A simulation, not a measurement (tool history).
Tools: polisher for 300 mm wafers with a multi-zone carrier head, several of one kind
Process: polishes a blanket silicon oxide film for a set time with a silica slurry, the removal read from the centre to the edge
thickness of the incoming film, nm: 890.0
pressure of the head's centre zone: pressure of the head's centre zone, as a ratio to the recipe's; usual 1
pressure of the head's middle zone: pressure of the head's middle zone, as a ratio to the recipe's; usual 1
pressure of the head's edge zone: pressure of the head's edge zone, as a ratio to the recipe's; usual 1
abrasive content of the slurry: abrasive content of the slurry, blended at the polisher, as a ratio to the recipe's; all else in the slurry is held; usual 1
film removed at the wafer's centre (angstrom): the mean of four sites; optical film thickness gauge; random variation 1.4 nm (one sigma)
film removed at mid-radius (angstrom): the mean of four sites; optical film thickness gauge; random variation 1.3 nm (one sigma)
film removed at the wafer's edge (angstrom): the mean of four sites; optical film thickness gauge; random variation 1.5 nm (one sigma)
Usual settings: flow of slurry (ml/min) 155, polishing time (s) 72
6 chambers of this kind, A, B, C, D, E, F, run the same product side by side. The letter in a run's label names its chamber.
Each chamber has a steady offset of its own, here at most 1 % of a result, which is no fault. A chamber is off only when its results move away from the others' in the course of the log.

run	day	flow of slurry (ml/min)	pressure of the head's centre zone	pressure of the head's middle zone	pressure of the head's edge zone	abrasive content of the slurry	polishing time (s)	film removed at the wafer's centre (angstrom)	film removed at mid-radius (angstrom)	film removed at the wafer's edge (angstrom)
1E	0.167	155	1	1	1	1	72	1920.8	1916.7	1920.5
2B	0.317	155	1	1	1	1	72	1915.9	1924.3	1935.2
# day 0.392: chamber E: slurry nozzle cleaned
3F	0.417	155	1	1	1	1	72	1926.8	1935.7	1935.3
4D	0.512	155	1	1	1	1	72	1924.6	1904.9	1929.2
# day 0.517: chamber A: slurry nozzle cleaned
# day 0.642: chamber C: worn pad replaced by a new one
5C	0.721	155	1	1	1	1	72	1919	1928.4	1900.1
6A	0.829	155	0.94	1	1	1	96	2401.7	2566.4	2559.1
7C	0.958	155	0.94	1	1	1	96	2389.4	2567.7	2560.9
8D	1.146	155	0.94	1	1	1	96	2426.3	2566.5	2542
9E	1.338	155	0.94	1	1	1	96	2379.3	2576.3	2543
10A	1.488	155	0.94	1	1	1	96	2396.1	2604.5	2569.6
11B	1.604	155	0.94	1	1	1	96	2383.8	2573.7	2561
# day 1.621: chamber C: slurry nozzle cleaned
12F	1.7	155	1	1	1	1	72	1895.7	1944.7	1918.2
13E	1.821	155	1	1	1	1	72	1932	1909	1897
14A	1.988	155	1.11	1	1	0.8	72	1958.7	1733.3	1710.6
# day 2.038: chamber A: worn pad replaced by a new one
15D	2.117	155	1.11	1	1	0.8	72	1902.3	1693.5	1708.1
# day 2.175: chamber B: worn pad replaced by a new one
16B	2.283	155	1.11	1	1	0.8	72	1961.5	1724.4	1738
17F	2.375	155	1.11	1	1	0.8	72	1912.4	1733.8	1693
# day 2.4: chamber D: worn pad replaced by a new one
18C	2.512	155	1.11	1	1	0.8	72	1903.4	1733.5	1707.5
19A	2.717	155	1.11	1	1	0.8	72	1969.1	1743.9	1743.6
20D	2.85	155	1	1	1	1	72	1925.2	1911	1927.4
# day 2.958: chamber E: worn pad replaced by a new one
21F	3.05	155	1.08	1	1	1	72	2096.8	1952.4	1902.3
22E	3.233	155	1.08	1	1	1	72	2086.2	1902.2	1920.2
# day 3.271: chamber D: centre zone pressure recalibrated
23B	3.425	155	1.08	1	1	1	72	2108.3	1932.5	1921.6
24C	3.612	155	1.08	1	1	1	72	2076.1	1898.9	1926.3
25C	3.808	155	1.08	1	1	1	72	2065.1	1896	1928.1
26E	3.967	155	1.08	1	1	1	72	2088.4	1905	1893.7
27F	4.175	155	1	1	1	1	72	1913.7	1921.7	1928.5
# day 4.179: chamber C: worn pad replaced by a new one
28D	4.362	155	1	1	1	1	72	2075.8	1925.7	1915.9
29B	4.512	155	1	1	1	1	72	1898.1	1910.9	1892.1
30A	4.612	155	1	1	1	1	72	1934	1925.7	1940.7
# day 4.738: chamber D: worn pad replaced by a new one
31F	4.742	155	1	1	1	1	72	1915	1914.4	1935.7
32B	4.896	155	1	1	1	1	72	1931.8	1922.4	1935.7
33A	5.088	155	1	1	1	1	72	1932	1942.4	1925.5
# day 5.125: chamber A: edge zone pressure recalibrated
34C	5.242	155	1	1	1	1	72	1892.3	1930.6	1928.6
35D	5.442	155	1	1	1	1	72	2071.8	1919.8	1940.7
36E	5.567	155	1.07	1	1.1	1	72	2057	1908.4	1986.7
# day 5.608: chamber B: worn pad replaced by a new one
37E	5.688	155	1.07	1	1.1	1	72	2050.2	1908.7	2037.2
38A	5.892	155	1.07	1	1.1	1	72	2073.6	1937.4	2027.8
39C	5.992	155	1.07	1	1.1	1	72	2043.1	1892	2009.7
40B	6.133	155	1.07	1	1.1	1	72	2073.6	1899.8	2009.5

Is one chamber off against the others, does the gauge drift, or is nothing wrong? If a chamber is off, say which, and what the likeliest cause is.

A service left chamber D off against the others.
Cause: centre zone's pressure above its setpoint, % = 7.97.

Here are 4 candidates for chamber D's next run, each the usual settings with a change, their results left as question marks. Which one brings its results back in line with what the others give on the usual settings?
In line means no further than this from the other chambers' mean on the usual settings: film removed at the wafer's centre (angstrom) 50; film removed at mid-radius (angstrom) 45; film removed at the wafer's edge (angstrom) 52
41D-1	6.283	155	0.97	1.01	1.01	1	72	?	?	?
41D-2	6.283	150	0.93	1.02	1.02	1	72	?	?	?
41D-3	6.283	160	1.07	0.98	0.98	1	72	?	?	?
41D-4	6.283	155	1.03	0.99	0.99	1	72	?	?	?

The other chambers' mean on the usual settings: film removed at the wafer's centre (angstrom) 1919; film removed at mid-radius (angstrom) 1923.4; film removed at the wafer's edge (angstrom) 1919.7
run	film removed at the wafer's centre (angstrom)	film removed at mid-radius (angstrom)	film removed at the wafer's edge (angstrom)
41D-1	2015.9	1930.4	1923.9
41D-2	1913.5	1936.8	1925.3
41D-3	2253.3	1886.7	1902
41D-4	2149.6	1894.2	1904.1
41D-2 brings the chamber back in line.
